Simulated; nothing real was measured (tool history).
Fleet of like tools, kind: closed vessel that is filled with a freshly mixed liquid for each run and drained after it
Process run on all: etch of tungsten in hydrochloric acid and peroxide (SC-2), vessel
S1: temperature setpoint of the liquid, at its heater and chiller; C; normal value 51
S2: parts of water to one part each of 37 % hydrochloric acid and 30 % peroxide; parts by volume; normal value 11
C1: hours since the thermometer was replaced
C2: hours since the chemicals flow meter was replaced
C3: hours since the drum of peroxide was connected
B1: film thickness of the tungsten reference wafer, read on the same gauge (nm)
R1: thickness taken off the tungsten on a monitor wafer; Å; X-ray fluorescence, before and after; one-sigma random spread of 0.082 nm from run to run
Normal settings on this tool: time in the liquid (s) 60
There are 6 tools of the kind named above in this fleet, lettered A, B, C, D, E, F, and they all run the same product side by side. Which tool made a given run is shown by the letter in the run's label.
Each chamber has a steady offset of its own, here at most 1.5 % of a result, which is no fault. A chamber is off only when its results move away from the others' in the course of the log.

{"run": "1C", "hour": 6.2, "S1": 51, "S2": 11, "time in the liquid (s)": 60, "C1": 285.3, "C2": 502.6, "C3": 581.9, "B1": 39.967, "R1": 125.61}
{"hour": 11.3, "done": "chamber A: new drum of peroxide connected"}
{"run": "2E", "hour": 12.0, "S1": 51, "S2": 11, "time in the liquid (s)": 60, "C1": 1286.4, "C2": 56.3, "C3": 1588.1, "B1": 40.052, "R1": 127.69}
{"hour": 14.4, "done": "chamber D: chemicals flow meter replaced"}
{"run": "3D", "hour": 15.0, "S1": 51, "S2": 11, "time in the liquid (s)": 60, "C1": 1637.7, "C2": 0.6, "C3": 900.1, "B1": 40.015, "R1": 127.42}
{"run": "4A", "hour": 20.1, "S1": 51, "S2": 11, "time in the liquid (s)": 60, "C1": 591.3, "C2": 1050.9, "C3": 8.9, "B1": 39.997, "R1": 126.19}
{"run": "5B", "hour": 23.2, "S1": 51, "S2": 11, "time in the liquid (s)": 60, "C1": 1106.8, "C2": 1027.9, "C3": 734.4, "B1": 40.054, "R1": 129.01}
{"run": "6F", "hour": 27.8, "S1": 51, "S2": 11, "time in the liquid (s)": 60, "C1": 608.2, "C2": 954.2, "C3": 309.3, "B1": 39.994, "R1": 127.08}
{"run": "7D", "hour": 32.8, "S1": 51, "S2": 11, "time in the liquid (s)": 60, "C1": 1655.5, "C2": 18.4, "C3": 917.9, "B1": 40.016, "R1": 126.05}
{"hour": 37.6, "done": "chamber E: new drum of peroxide connected"}
{"run": "8F", "hour": 39.2, "S1": 51, "S2": 11, "time in the liquid (s)": 60, "C1": 619.6, "C2": 965.6, "C3": 320.7, "B1": 40.038, "R1": 126.58}
{"run": "9B", "hour": 45.0, "S1": 51, "S2": 11, "time in the liquid (s)": 60, "C1": 1128.6, "C2": 1049.7, "C3": 756.2, "B1": 39.989, "R1": 128.27}
{"hour": 48.6, "done": "chamber C: new drum of peroxide connected"}
{"run": "10C", "hour": 50.5, "S1": 51, "S2": 11, "time in the liquid (s)": 60, "C1": 329.6, "C2": 546.9, "C3": 2, "B1": 39.982, "R1": 126.26}
{"hour": 53.0, "done": "chamber F: chemicals flow meter replaced"}
{"run": "11A", "hour": 55.9, "S1": 43, "S2": 11, "time in the liquid (s)": 60, "C1": 627.1, "C2": 1086.7, "C3": 44.7, "B1": 39.955, "R1": 73.376}
{"run": "12E", "hour": 61.1, "S1": 43, "S2": 11, "time in the liquid (s)": 60, "C1": 1335.5, "C2": 105.4, "C3": 23.5, "B1": 39.996, "R1": 73.105}
{"run": "13D", "hour": 64.2, "S1": 43, "S2": 11, "time in the liquid (s)": 60, "C1": 1686.9, "C2": 49.8, "C3": 949.3, "B1": 40.067, "R1": 72.704}
{"run": "14F", "hour": 70.5, "S1": 43, "S2": 11, "time in the liquid (s)": 60, "C1": 650.9, "C2": 17.5, "C3": 352, "B1": 40.002, "R1": 73.227}
{"run": "15E", "hour": 75.2, "S1": 43, "S2": 11, "time in the liquid (s)": 60, "C1": 1349.6, "C2": 119.5, "C3": 37.6, "B1": 40.036, "R1": 74.34}
{"run": "16C", "hour": 79.1, "S1": 43, "S2": 11, "time in the liquid (s)": 60, "C1": 358.2, "C2": 575.5, "C3": 30.6, "B1": 40.036, "R1": 72.569}
{"run": "17A", "hour": 84.7, "S1": 51, "S2": 11, "time in the liquid (s)": 60, "C1": 655.9, "C2": 1115.5, "C3": 73.5, "B1": 39.942, "R1": 128.39}
{"run": "18B", "hour": 88.4, "S1": 51, "S2": 11, "time in the liquid (s)": 50, "C1": 1172, "C2": 1093.1, "C3": 799.6, "B1": 40.018, "R1": 109.27}
{"run": "19E", "hour": 91.9, "S1": 51, "S2": 11, "time in the liquid (s)": 50, "C1": 1366.3, "C2": 136.2, "C3": 54.3, "B1": 40.016, "R1": 107.37}
{"run": "20D", "hour": 95.4, "S1": 51, "S2": 11, "time in the liquid (s)": 50, "C1": 1718.1, "C2": 81, "C3": 980.5, "B1": 39.973, "R1": 106.23}
{"run": "21A", "hour": 100.6, "S1": 51, "S2": 11, "time in the liquid (s)": 50, "C1": 671.8, "C2": 1131.4, "C3": 89.4, "B1": 40.005, "R1": 106.29}
{"run": "22F", "hour": 106.0, "S1": 51, "S2": 11, "time in the liquid (s)": 50, "C1": 686.4, "C2": 53, "C3": 387.5, "B1": 40.002, "R1": 106.4}
{"hour": 109.7, "done": "chamber D: new drum of peroxide connected"}
{"run": "23C", "hour": 109.7, "S1": 51, "S2": 11, "time in the liquid (s)": 50, "C1": 388.8, "C2": 606.1, "C3": 61.2, "B1": 40.02, "R1": 105.05}
{"run": "24B", "hour": 114.7, "S1": 51, "S2": 11, "time in the liquid (s)": 60, "C1": 1198.3, "C2": 1119.4, "C3": 825.9, "B1": 39.98, "R1": 128.58}
{"run": "25A", "hour": 118.8, "S1": 48, "S2": 11, "time in the liquid (s)": 45, "C1": 690, "C2": 1149.6, "C3": 107.6, "B1": 40.002, "R1": 78.576}
{"run": "26E", "hour": 122.3, "S1": 48, "S2": 11, "time in the liquid (s)": 45, "C1": 1396.7, "C2": 166.6, "C3": 84.7, "B1": 40.058, "R1": 78.849}
{"run": "27D", "hour": 126.1, "S1": 48, "S2": 11, "time in the liquid (s)": 45, "C1": 1748.8, "C2": 111.7, "C3": 16.4, "B1": 40.057, "R1": 77.269}
{"run": "28C", "hour": 132.2, "S1": 48, "S2": 11, "time in the liquid (s)": 45, "C1": 411.3, "C2": 628.6, "C3": 83.7, "B1": 40.02, "R1": 77.615}
{"hour": 133.8, "done": "chamber F: new drum of peroxide connected"}
{"run": "29B", "hour": 138.1, "S1": 48, "S2": 11, "time in the liquid (s)": 45, "C1": 1221.7, "C2": 1142.8, "C3": 849.3, "B1": 40.025, "R1": 79.389}
{"hour": 139.3, "done": "chamber A: thermometer replaced"}
{"run": "30F", "hour": 142.8, "S1": 48, "S2": 11, "time in the liquid (s)": 45, "C1": 723.2, "C2": 89.8, "C3": 9, "B1": 40.038, "R1": 77.665}
{"run": "31A", "hour": 146.9, "S1": 51, "S2": 11, "time in the liquid (s)": 60, "C1": 7.7, "C2": 1177.7, "C3": 135.7, "B1": 39.97, "R1": 125.91}
{"run": "32F", "hour": 152.3, "S1": 51, "S2": 12.5, "time in the liquid (s)": 60, "C1": 732.7, "C2": 99.3, "C3": 18.5, "B1": 39.95, "R1": 114.72}
{"run": "33C", "hour": 156.2, "S1": 51, "S2": 12.5, "time in the liquid (s)": 60, "C1": 435.3, "C2": 652.6, "C3": 107.7, "B1": 39.99, "R1": 113.44}
{"run": "34B", "hour": 160.4, "S1": 51, "S2": 12.5, "time in the liquid (s)": 60, "C1": 1244, "C2": 1165.1, "C3": 871.6, "B1": 39.978, "R1": 115.33}
{"run": "35D", "hour": 166.6, "S1": 51, "S2": 12.5, "time in the liquid (s)": 60, "C1": 1789.3, "C2": 152.2, "C3": 56.9, "B1": 40.07, "R1": 113.91}
{"run": "36E", "hour": 169.9, "S1": 51, "S2": 12.5, "time in the liquid (s)": 60, "C1": 1444.3, "C2": 214.2, "C3": 132.3, "B1": 39.992, "R1": 114.87}
{"run": "37C", "hour": 173.0, "S1": 51, "S2": 12.5, "time in the liquid (s)": 60, "C1": 452.1, "C2": 669.4, "C3": 124.5, "B1": 39.955, "R1": 112.61}
{"run": "38A", "hour": 176.0, "S1": 51, "S2": 11, "time in the liquid (s)": 60, "C1": 36.8, "C2": 1206.8, "C3": 164.8, "B1": 40.024, "R1": 126.98}
{"run": "39F", "hour": 181.6, "S1": 51, "S2": 11, "time in the liquid (s)": 60, "C1": 762, "C2": 128.6, "C3": 47.8, "B1": 39.988, "R1": 126.89}
{"run": "40D", "hour": 185.0, "S1": 51, "S2": 11, "time in the liquid (s)": 60, "C1": 1807.7, "C2": 170.6, "C3": 75.3, "B1": 40.017, "R1": 126.48}
{"run": "41E", "hour": 188.3, "S1": 51, "S2": 11, "time in the liquid (s)": 60, "C1": 1462.7, "C2": 232.6, "C3": 150.7, "B1": 40.057, "R1": 129.01}
{"run": "42B", "hour": 193.4, "S1": 44.5, "S2": 11, "time in the liquid (s)": 60, "C1": 1277, "C2": 1198.1, "C3": 904.6, "B1": 39.968, "R1": 83.62}
{"run": "43D", "hour": 197.9, "S1": 44.5, "S2": 11, "time in the liquid (s)": 60, "C1": 1820.6, "C2": 183.5, "C3": 88.2, "B1": 39.981, "R1": 81.7}
{"run": "44A", "hour": 203.4, "S1": 44.5, "S2": 11, "time in the liquid (s)": 60, "C1": 64.2, "C2": 1234.2, "C3": 192.2, "B1": 39.999, "R1": 81.713}

The same settings go to every chamber for the next run, one line per chamber below. Forecast the results for each:
{"run": "45A", "hour": 208.0, "S1": 51, "S2": 11, "time in the liquid (s)": 60, "R1": "?"}
{"run": "45B", "hour": 208.0, "S1": 51, "S2": 11, "time in the liquid (s)": 60, "R1": "?"}
{"run": "45C", "hour": 208.0, "S1": 51, "S2": 11, "time in the liquid (s)": 60, "R1": "?"}
{"run": "45D", "hour": 208.0, "S1": 51, "S2": 11, "time in the liquid (s)": 60, "R1": "?"}
{"run": "45E", "hour": 208.0, "S1": 51, "S2": 11, "time in the liquid (s)": 60, "R1": "?"}
{"run": "45F", "hour": 208.0, "S1": 51, "S2": 11, "time in the liquid (s)": 60, "R1": "?"}

run=45A R1=127.16
run=45B R1=128.06
run=45C R1=126.29
run=45D R1=127.16
run=45E R1=127.71
run=45F R1=127.1
